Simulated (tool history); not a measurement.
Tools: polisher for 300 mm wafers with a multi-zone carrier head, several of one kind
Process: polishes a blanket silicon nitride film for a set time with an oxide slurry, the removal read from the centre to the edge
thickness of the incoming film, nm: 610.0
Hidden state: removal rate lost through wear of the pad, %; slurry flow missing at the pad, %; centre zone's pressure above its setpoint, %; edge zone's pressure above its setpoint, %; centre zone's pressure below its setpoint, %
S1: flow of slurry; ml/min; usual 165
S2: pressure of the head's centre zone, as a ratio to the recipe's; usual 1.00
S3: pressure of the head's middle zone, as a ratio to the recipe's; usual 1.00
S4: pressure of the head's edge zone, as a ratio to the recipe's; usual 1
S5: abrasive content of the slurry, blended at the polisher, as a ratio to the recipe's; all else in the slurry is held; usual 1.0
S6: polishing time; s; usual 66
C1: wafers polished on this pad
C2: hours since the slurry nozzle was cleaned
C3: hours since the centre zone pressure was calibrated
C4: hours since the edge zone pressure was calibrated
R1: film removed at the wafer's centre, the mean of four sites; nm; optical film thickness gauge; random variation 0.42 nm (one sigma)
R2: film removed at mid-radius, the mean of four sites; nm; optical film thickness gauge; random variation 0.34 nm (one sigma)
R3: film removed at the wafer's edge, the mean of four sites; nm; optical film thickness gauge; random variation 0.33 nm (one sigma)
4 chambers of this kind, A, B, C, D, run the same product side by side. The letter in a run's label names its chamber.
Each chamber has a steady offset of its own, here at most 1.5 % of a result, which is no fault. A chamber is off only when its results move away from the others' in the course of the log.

run 1D hour=14.3 | S1=165 S2=1.00 S3=1.00 S4=1 S5=1.0 S6=66 | C1=985 C2=129.3 C3=780.4 C4=1107.2 | R1=29.577 R2=29.488 R3=29.792
-- hour=17.0 chamber A: centre zone pressure recalibrated
run 2A hour=26.1 | S1=165 S2=1.00 S3=1.00 S4=1 S5=1.0 S6=66 | C1=518 C2=150.5 C3=9.1 C4=184.5 | R1=29.747 R2=29.396 R3=30.125
run 3C hour=38.6 | S1=165 S2=1.00 S3=1.00 S4=1 S5=1.0 S6=66 | C1=533 C2=71.4 C3=449.9 C4=370.7 | R1=30.216 R2=29.304 R3=29.623
run 4B hour=51.8 | S1=165 S2=1.00 S3=1.00 S4=1 S5=1.0 S6=66 | C1=794 C2=504.7 C3=1045.1 C4=797.4 | R1=29.530 R2=29.799 R3=30.184
-- hour=59.4 chamber B: worn pad replaced by a new one
run 5A hour=62.3 | S1=165 S2=1.00 S3=1.00 S4=1 S5=1.0 S6=66 | C1=844 C2=186.7 C3=45.3 C4=220.7 | R1=28.169 R2=28.962 R3=29.816
run 6C hour=70.5 | S1=165 S2=1.00 S3=1.00 S4=1 S5=1.0 S6=66 | C1=820 C2=103.3 C3=481.8 C4=402.6 | R1=29.376 R2=29.740 R3=29.794
-- hour=71.8 chamber D: worn pad replaced by a new one
run 7D hour=77.8 | S1=165 S2=1.00 S3=1.00 S4=1 S5=1.0 S6=66 | C1=54 C2=192.8 C3=843.9 C4=1170.7 | R1=29.413 R2=29.637 R3=29.075
run 8B hour=87.6 | S1=165 S2=1.00 S3=1.00 S4=1 S5=1.0 S6=66 | C1=254 C2=540.5 C3=1080.9 C4=833.2 | R1=29.685 R2=29.557 R3=29.779
-- hour=95.8 chamber B: centre zone pressure recalibrated
-- hour=100.2 chamber B: edge zone pressure recalibrated
run 9A hour=102.9 | S1=165 S2=1.00 S3=1.00 S4=1 S5=1.0 S6=66 | C1=1210 C2=227.3 C3=85.9 C4=261.3 | R1=29.121 R2=29.602 R3=29.722
run 10C hour=115.7 | S1=165 S2=1.00 S3=1.00 S4=1 S5=1.0 S6=66 | C1=1227 C2=148.5 C3=527.0 C4=447.8 | R1=30.068 R2=29.261 R3=29.628
-- hour=116.4 chamber D: slurry nozzle cleaned
run 11D hour=128.2 | S1=165 S2=1.00 S3=1.00 S4=1 S5=1.0 S6=66 | C1=508 C2=11.9 C3=894.3 C4=1221.1 | R1=29.860 R2=29.622 R3=29.422
-- hour=128.5 chamber D: edge zone pressure recalibrated
-- hour=133.8 chamber C: worn pad replaced by a new one
-- hour=137.8 chamber D: centre zone pressure recalibrated
run 12B hour=142.5 | S1=130 S2=1.00 S3=0.93 S4=1 S5=1.0 S6=66 | C1=748 C2=595.4 C3=46.8 C4=42.3 | R1=28.094 R2=26.130 R3=28.780
run 13A hour=150.4 | S1=130 S2=1.00 S3=0.93 S4=1 S5=1.0 S6=66 | C1=1638 C2=274.8 C3=133.4 C4=308.8 | R1=27.967 R2=25.690 R3=28.589
-- hour=157.9 chamber B: worn pad replaced by a new one
run 14D hour=162.5 | S1=130 S2=1.00 S3=0.93 S4=1 S5=1.0 S6=66 | C1=817 C2=46.2 C3=24.8 C4=34.1 | R1=27.687 R2=26.358 R3=29.172
run 15B hour=174.1 | S1=130 S2=1.00 S3=0.93 S4=1 S5=1.0 S6=66 | C1=146 C2=627.0 C3=78.4 C4=73.9 | R1=28.287 R2=26.561 R3=29.357
run 16C hour=188.6 | S1=165 S2=1.00 S3=1.00 S4=1 S5=1.0 S6=66 | C1=494 C2=221.4 C3=599.9 C4=520.7 | R1=29.853 R2=29.171 R3=30.512
-- hour=200.0 chamber A: edge zone pressure recalibrated
run 17C hour=205.2 | S1=165 S2=1.00 S3=1.00 S4=1 S5=1.0 S6=66 | C1=643 C2=238.0 C3=616.5 C4=537.3 | R1=29.661 R2=29.580 R3=29.693
-- hour=212.8 chamber C: edge zone pressure recalibrated
run 18D hour=215.5 | S1=165 S2=1.00 S3=1.00 S4=1 S5=1.0 S6=66 | C1=1294 C2=99.2 C3=77.8 C4=87.1 | R1=30.331 R2=29.465 R3=29.492
-- hour=226.6 chamber A: slurry nozzle cleaned
-- hour=226.6 chamber D: worn pad replaced by a new one
run 19A hour=231.3 | S1=165 S2=1.00 S3=1.00 S4=1 S5=1.0 S6=66 | C1=2366 C2=4.7 C3=214.3 C4=31.3 | R1=29.045 R2=28.684 R3=28.728
-- hour=237.2 chamber B: slurry nozzle cleaned
run 20B hour=247.1 | S1=165 S2=1.00 S3=1.00 S4=1 S5=1.0 S6=66 | C1=803 C2=10.0 C3=151.4 C4=146.9 | R1=29.115 R2=29.496 R3=30.063
-- hour=251.9 chamber B: worn pad replaced by a new one
run 21A hour=258.6 | S1=165 S2=1.00 S3=1.00 S4=1 S5=1.0 S6=66 | C1=2612 C2=32.0 C3=241.6 C4=58.6 | R1=28.568 R2=28.479 R3=29.176
run 22B hour=273.6 | S1=165 S2=1.00 S3=1.00 S4=1 S5=1.0 S6=66 | C1=195 C2=36.5 C3=177.9 C4=173.4 | R1=29.519 R2=29.802 R3=29.780
-- hour=278.4 chamber C: worn pad replaced by a new one
run 23C hour=286.1 | S1=165 S2=1.00 S3=1.00 S4=1 S5=1.0 S6=66 | C1=69 C2=318.9 C3=697.4 C4=73.3 | R1=29.081 R2=29.537 R3=29.575
run 24D hour=295.4 | S1=165 S2=1.00 S3=1.00 S4=1 S5=1.0 S6=66 | C1=620 C2=179.1 C3=157.7 C4=167.0 | R1=29.908 R2=29.485 R3=29.513
run 25C hour=311.8 | S1=165 S2=1.00 S3=1.00 S4=1 S5=1.0 S6=66 | C1=301 C2=344.6 C3=723.1 C4=99.0 | R1=29.071 R2=29.468 R3=29.915
-- hour=315.2 chamber C: slurry nozzle cleaned
-- hour=323.1 chamber D: slurry nozzle cleaned
run 26A hour=323.3 | S1=165 S2=1.00 S3=1.00 S4=1 S5=0.8 S6=80 | C1=3194 C2=96.7 C3=306.3 C4=123.3 | R1=29.877 R2=29.592 R3=31.062
run 27D hour=339.9 | S1=165 S2=1.00 S3=1.00 S4=1 S5=0.8 S6=80 | C1=1020 C2=16.9 C3=202.2 C4=211.5 | R1=32.607 R2=32.695 R3=32.209
run 28B hour=354.0 | S1=165 S2=1.00 S3=1.00 S4=1 S5=0.8 S6=80 | C1=919 C2=116.9 C3=258.3 C4=253.8 | R1=31.876 R2=32.015 R3=32.046
-- hour=359.5 chamber B: worn pad replaced by a new one
run 29D hour=369.2 | S1=165 S2=1.00 S3=1.00 S4=1 S5=0.8 S6=80 | C1=1284 C2=46.2 C3=231.5 C4=240.8 | R1=31.135 R2=32.193 R3=31.402
run 30B hour=378.8 | S1=165 S2=1.00 S3=1.00 S4=1 S5=1.0 S6=66 | C1=174 C2=141.7 C3=283.1 C4=278.6 | R1=29.614 R2=29.606 R3=29.995
run 31A hour=389.4 | S1=165 S2=1.00 S3=1.00 S4=1 S5=1.0 S6=66 | C1=3789 C2=162.8 C3=372.4 C4=189.4 | R1=27.243 R2=26.646 R3=27.729
-- hour=390.7 chamber D: worn pad replaced by a new one
run 32C hour=396.7 | S1=165 S2=1.00 S3=1.00 S4=1 S5=1.0 S6=66 | C1=1065 C2=81.5 C3=808.0 C4=183.9 | R1=29.438 R2=30.220 R3=29.640
-- hour=408.0 chamber C: worn pad replaced by a new one
run 33D hour=408.3 | S1=165 S2=1.00 S3=1.00 S4=1 S5=1.0 S6=66 | C1=158 C2=85.3 C3=270.6 C4=279.9 | R1=29.442 R2=29.697 R3=29.831
run 34C hour=420.2 | S1=165 S2=1.00 S3=1.00 S4=1 S5=1.0 S6=66 | C1=110 C2=105.0 C3=831.5 C4=207.4 | R1=28.580 R2=29.407 R3=30.465
run 35A hour=428.6 | S1=115 S2=1.00 S3=1.00 S4=1 S5=1.0 S6=86 | C1=4142 C2=202.0 C3=411.6 C4=228.6 | R1=31.483 R2=31.920 R3=34.167
run 36B hour=438.6 | S1=115 S2=1.00 S3=1.00 S4=1 S5=1.0 S6=86 | C1=712 C2=201.5 C3=342.9 C4=338.4 | R1=36.045 R2=36.816 R3=36.242
run 37A hour=446.6 | S1=115 S2=1.00 S3=1.00 S4=1 S5=1.0 S6=86 | C1=4304 C2=220.0 C3=429.6 C4=246.6 | R1=31.673 R2=31.224 R3=32.863
run 38D hour=459.6 | S1=115 S2=1.00 S3=1.00 S4=1 S5=1.0 S6=86 | C1=620 C2=136.6 C3=321.9 C4=331.2 | R1=35.190 R2=35.348 R3=36.450
-- hour=468.2 chamber B: worn pad replaced by a new one
run 39C hour=474.1 | S1=165 S2=1.00 S3=1.00 S4=1 S5=1.0 S6=66 | C1=595 C2=158.9 C3=885.4 C4=261.3 | R1=29.249 R2=29.698 R3=29.951
run 40B hour=485.2 | S1=165 S2=1.07 S3=1.00 S4=1 S5=1.3 S6=66 | C1=153 C2=248.1 C3=389.5 C4=385.0 | R1=35.885 R2=33.503 R3=32.341
run 41B hour=498.7 | S1=165 S2=1.07 S3=1.00 S4=1 S5=1.3 S6=66 | C1=274 C2=261.6 C3=403.0 C4=398.5 | R1=36.093 R2=33.215 R3=33.632

All 4 chambers run these settings next. Forecast each chamber's results:
run 42A hour=510.7 | S1=165 S2=1.00 S3=1.00 S4=1 S5=1.0 S6=58 | R1=? R2=? R3=?
run 42B hour=510.7 | S1=165 S2=1.00 S3=1.00 S4=1 S5=1.0 S6=58 | R1=? R2=? R3=?
run 42C hour=510.7 | S1=165 S2=1.00 S3=1.00 S4=1 S5=1.0 S6=58 | R1=? R2=? R3=?
run 42D hour=510.7 | S1=165 S2=1.00 S3=1.00 S4=1 S5=1.0 S6=58 | R1=? R2=? R3=?

run=42A R1=22.620 R2=22.467 R3=22.809
run=42B R1=26.250 R2=26.142 R3=26.098
run=42C R1=26.392 R2=25.736 R3=26.626
run=42D R1=25.836 R2=25.680 R3=25.539

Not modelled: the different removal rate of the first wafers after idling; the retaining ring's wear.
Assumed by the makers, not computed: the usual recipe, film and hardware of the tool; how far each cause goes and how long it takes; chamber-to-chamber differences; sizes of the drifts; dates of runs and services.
